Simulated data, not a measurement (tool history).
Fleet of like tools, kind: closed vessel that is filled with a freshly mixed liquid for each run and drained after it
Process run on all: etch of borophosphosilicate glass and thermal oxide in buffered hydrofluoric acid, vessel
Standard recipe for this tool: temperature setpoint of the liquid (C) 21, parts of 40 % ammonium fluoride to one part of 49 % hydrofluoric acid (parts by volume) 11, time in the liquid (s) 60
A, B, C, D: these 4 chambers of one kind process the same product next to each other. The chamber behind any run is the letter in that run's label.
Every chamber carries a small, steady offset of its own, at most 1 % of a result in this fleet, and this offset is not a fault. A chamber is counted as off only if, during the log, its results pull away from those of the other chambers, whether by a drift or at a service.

| run | hour | temperature setpoint of the liquid (C) | parts of 40 % ammonium fluoride to one part of 49 % hydrofluoric acid (parts by volume) | time in the liquid (s) | read-back film thickness of the borophosphosilicate glass reference wafer, read on the same gauge (nm) | read-back film thickness of the thermal oxide reference wafer, read on the same gauge (nm) | thickness taken off the borophosphosilicate glass on a monitor wafer (Å) | thickness taken off the thermal oxide on a monitor wafer (Å) |
|---|---|---|---|---|---|---|---|---|
| 1D | 10.4 | 21 | 11 | 60 | 90.006 | 90.006 | 1069.2 | 552.6 |
| 2B | 17.2 | 21 | 11 | 60 | 90.002 | 89.99 | 1068.9 | 557.14 |
| 3A | 24.9 | 21 | 11 | 60 | 89.976 | 89.991 | 1075 | 555.16 |
| 4C | 36.8 | 21 | 11 | 60 | 90.004 | 89.989 | 1067.1 | 549.88 |
| 5A | 45.7 | 21 | 11 | 60 | 90.026 | 90.011 | 1081.4 | 558.51 |
|  | 49.9 | chamber C: hydrofluoric acid flow meter replaced |
| 6C | 58.6 | 21 | 11 | 60 | 90.006 | 90.053 | 1065.3 | 549.12 |
| 7B | 66.3 | 21 | 11 | 60 | 90.012 | 90.034 | 1068.1 | 551.26 |
| 8D | 77.8 | 21 | 11 | 60 | 89.973 | 89.983 | 1077.3 | 548.56 |
| 9A | 85 | 21 | 11 | 60 | 89.995 | 89.96 | 1080.2 | 554.61 |
| 10D | 97.5 | 21 | 11 | 60 | 90.025 | 90.021 | 1070.6 | 549.3 |
| 11B | 108.7 | 21 | 11 | 60 | 89.996 | 90.014 | 1068.3 | 550.04 |
| 12C | 122.1 | 21 | 11 | 60 | 90.018 | 89.975 | 1066.7 | 557.57 |
| 13B | 135.5 | 21 | 11 | 60 | 89.963 | 90.033 | 1069.9 | 566.45 |
| 14D | 144.8 | 21 | 11 | 60 | 90.016 | 89.998 | 1082.4 | 558.37 |
| 15C | 152.8 | 21 | 11 | 60 | 90.001 | 90.002 | 1068.9 | 558.3 |
| 16A | 159.7 | 21 | 11 | 60 | 89.992 | 89.957 | 1062.4 | 560.41 |
| 17D | 169.2 | 21 | 11 | 60 | 90.008 | 90.005 | 1074.6 | 553.68 |
| 18A | 179.7 | 21 | 11 | 60 | 90.006 | 90.012 | 1080.2 | 549.84 |
| 19B | 191.7 | 21 | 11 | 60 | 90.004 | 89.98 | 1058.3 | 555.86 |
| 20C | 203.7 | 21 | 11 | 60 | 90.031 | 90.001 | 1083.2 | 549.4 |
| 21B | 216.4 | 21 | 11 | 60 | 89.977 | 90.006 | 1062.2 | 555.03 |
| 22C | 224.4 | 21 | 11 | 60 | 90.003 | 90.034 | 1075.5 | 549.66 |
| 23A | 236.2 | 21 | 11 | 60 | 89.989 | 90.005 | 1069.7 | 557.15 |
| 24D | 249.9 | 21 | 11 | 60 | 90.001 | 90.02 | 1052.3 | 547.43 |
| 25C | 262.6 | 21 | 11 | 60 | 90.021 | 89.962 | 1064.4 | 550.65 |
| 26A | 269.2 | 21 | 11 | 60 | 89.992 | 90.009 | 1065 | 563.59 |
| 27B | 276.8 | 21 | 11 | 60 | 89.994 | 90.034 | 1079.2 | 555.4 |
| 28D | 283.2 | 24 | 11 | 60 | 90.006 | 90.022 | 1270.3 | 656.6 |
|  | 288.3 | chamber A: thermometer replaced |
| 29A | 289.2 | 24 | 11 | 60 | 89.979 | 89.997 | 1250.9 | 647.46 |
| 30C | 299.2 | 24 | 11 | 60 | 89.986 | 90.004 | 1259.6 | 656.81 |
| 31B | 305.6 | 24 | 11 | 60 | 90.003 | 90.023 | 1247.8 | 653.85 |
| 32D | 313 | 21 | 11 | 60 | 90.016 | 90.039 | 1080.7 | 543.07 |
| 33D | 325.7 | 21 | 11 | 60 | 89.997 | 90.002 | 1059.8 | 551.59 |
| 34B | 331.9 | 21 | 11 | 60 | 90.006 | 89.959 | 1073.5 | 564.32 |
| 35A | 344.9 | 21 | 11 | 60 | 90.001 | 90.016 | 1087.6 | 553.89 |
| 36C | 351.8 | 21 | 11 | 60 | 90.021 | 89.991 | 1068.9 | 554.03 |
| 37A | 362.6 | 21 | 11 | 60 | 89.981 | 89.966 | 1056.8 | 545.32 |
|  | 369 | chamber C: thermometer replaced |
| 38D | 376 | 21 | 11 | 60 | 89.974 | 89.969 | 1068.6 | 546.04 |
| 39C | 387.1 | 21 | 11 | 60 | 89.991 | 90 | 1063.6 | 559.28 |
| 40B | 395.4 | 21 | 11 | 60 | 90 | 90.016 | 1068.6 | 553.21 |
| 41B | 408.7 | 26 | 11 | 40 | 90.01 | 90.002 | 930.17 | 494.4 |
| 42C | 416.4 | 26 | 11 | 40 | 90.005 | 89.99 | 932.2 | 485.12 |
| 43A | 425.2 | 26 | 11 | 40 | 89.99 | 90.009 | 932.46 | 482.02 |

Predict what each chamber gives when all 4 of them run the settings below next.
| 44A | 435.1 | 21 | 11 | 60 |  |  | ? | ? |
| 44B | 435.1 | 21 | 11 | 60 |  |  | ? | ? |
| 44C | 435.1 | 21 | 11 | 60 |  |  | ? | ? |
| 44D | 435.1 | 21 | 11 | 60 |  |  | ? | ? |

| run | thickness taken off the borophosphosilicate glass on a monitor wafer (Å) | thickness taken off the thermal oxide on a monitor wafer (Å) |
|---|---|---|
| 44A | 1068.2 | 555.16 |
| 44B | 1062.1 | 555.01 |
| 44C | 1073 | 553.2 |
| 44D | 1076.8 | 548.36 |
